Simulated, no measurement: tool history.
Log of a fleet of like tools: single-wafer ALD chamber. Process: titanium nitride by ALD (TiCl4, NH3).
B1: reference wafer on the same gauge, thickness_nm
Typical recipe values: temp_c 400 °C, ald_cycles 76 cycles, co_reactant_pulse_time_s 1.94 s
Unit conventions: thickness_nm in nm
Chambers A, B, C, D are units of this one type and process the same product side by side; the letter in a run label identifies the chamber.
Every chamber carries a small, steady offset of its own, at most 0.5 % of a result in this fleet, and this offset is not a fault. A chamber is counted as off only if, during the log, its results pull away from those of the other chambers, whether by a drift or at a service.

run 1A hour=10.8 | temp_c=400 ald_cycles=76 co_reactant_pulse_time_s=1.94 | B1=1.5798 | thickness_nm=1.6712
run 2D hour=17.6 | temp_c=400 ald_cycles=76 co_reactant_pulse_time_s=1.94 | B1=1.5792 | thickness_nm=1.6818
run 3C hour=28.4 | temp_c=400 ald_cycles=76 co_reactant_pulse_time_s=1.94 | B1=1.5818 | thickness_nm=1.6791
run 4B hour=41.9 | temp_c=400 ald_cycles=76 co_reactant_pulse_time_s=1.94 | B1=1.5794 | thickness_nm=1.6783
run 5C hour=49.3 | temp_c=400 ald_cycles=76 co_reactant_pulse_time_s=1.94 | B1=1.5796 | thickness_nm=1.6647
run 6D hour=62.3 | temp_c=400 ald_cycles=76 co_reactant_pulse_time_s=1.94 | B1=1.5791 | thickness_nm=1.6776
run 7A hour=75.1 | temp_c=400 ald_cycles=76 co_reactant_pulse_time_s=1.94 | B1=1.5796 | thickness_nm=1.6761
run 8B hour=86.7 | temp_c=400 ald_cycles=76 co_reactant_pulse_time_s=1.94 | B1=1.5797 | thickness_nm=1.6896
run 9A hour=99.2 | temp_c=400 ald_cycles=76 co_reactant_pulse_time_s=1.94 | B1=1.5804 | thickness_nm=1.672
run 10C hour=112.7 | temp_c=395 ald_cycles=76 co_reactant_pulse_time_s=2.53 | B1=1.5777 | thickness_nm=1.6885
run 11D hour=124.7 | temp_c=395 ald_cycles=76 co_reactant_pulse_time_s=2.53 | B1=1.579 | thickness_nm=1.6981
run 12B hour=136.7 | temp_c=395 ald_cycles=76 co_reactant_pulse_time_s=2.53 | B1=1.5788 | thickness_nm=1.6918
run 13D hour=147.6 | temp_c=395 ald_cycles=76 co_reactant_pulse_time_s=2.53 | B1=1.5798 | thickness_nm=1.6871
run 14A hour=156.2 | temp_c=400 ald_cycles=76 co_reactant_pulse_time_s=1.94 | B1=1.5786 | thickness_nm=1.665
run 15C hour=165.4 | temp_c=410 ald_cycles=63 co_reactant_pulse_time_s=1.94 | B1=1.579 | thickness_nm=1.402
run 16B hour=172 | temp_c=410 ald_cycles=63 co_reactant_pulse_time_s=1.94 | B1=1.5812 | thickness_nm=1.3994
run 17A hour=185 | temp_c=410 ald_cycles=63 co_reactant_pulse_time_s=1.94 | B1=1.5815 | thickness_nm=1.3956
run 18B hour=197.1 | temp_c=410 ald_cycles=63 co_reactant_pulse_time_s=1.94 | B1=1.5819 | thickness_nm=1.3996
run 19C hour=207.7 | temp_c=400 ald_cycles=76 co_reactant_pulse_time_s=1.94 | B1=1.581 | thickness_nm=1.6657
run 20D hour=214.6 | temp_c=400 ald_cycles=76 co_reactant_pulse_time_s=1.94 | B1=1.5809 | thickness_nm=1.6777
-- hour=217.2 chamber D: thermocouple changed; heater temperature recalibrated
run 21C hour=227.3 | temp_c=400 ald_cycles=76 co_reactant_pulse_time_s=1.94 | B1=1.5788 | thickness_nm=1.6804
run 22D hour=234.1 | temp_c=400 ald_cycles=88 co_reactant_pulse_time_s=1.94 | B1=1.5806 | thickness_nm=1.9464
run 23B hour=242.6 | temp_c=400 ald_cycles=88 co_reactant_pulse_time_s=1.94 | B1=1.5801 | thickness_nm=1.935
run 24A hour=251.6 | temp_c=400 ald_cycles=88 co_reactant_pulse_time_s=1.94 | B1=1.58 | thickness_nm=1.9222
run 25C hour=264 | temp_c=400 ald_cycles=88 co_reactant_pulse_time_s=1.94 | B1=1.5793 | thickness_nm=1.9529
run 26B hour=277.2 | temp_c=387 ald_cycles=90 co_reactant_pulse_time_s=1.94 | B1=1.5811 | thickness_nm=1.9674
run 27A hour=288.7 | temp_c=387 ald_cycles=90 co_reactant_pulse_time_s=1.94 | B1=1.5805 | thickness_nm=1.9503
run 28D hour=295.2 | temp_c=387 ald_cycles=90 co_reactant_pulse_time_s=1.94 | B1=1.5806 | thickness_nm=1.9473

Predict what each chamber gives when all 4 of them run the settings below next.
run 29A hour=305 | temp_c=400 ald_cycles=76 co_reactant_pulse_time_s=1.94 | thickness_nm=?
run 29B hour=305 | temp_c=400 ald_cycles=76 co_reactant_pulse_time_s=1.94 | thickness_nm=?
run 29C hour=305 | temp_c=400 ald_cycles=76 co_reactant_pulse_time_s=1.94 | thickness_nm=?
run 29D hour=305 | temp_c=400 ald_cycles=76 co_reactant_pulse_time_s=1.94 | thickness_nm=?

run=29A thickness_nm=1.6722
run=29B thickness_nm=1.6897
run=29C thickness_nm=1.6806
run=29D thickness_nm=1.6708
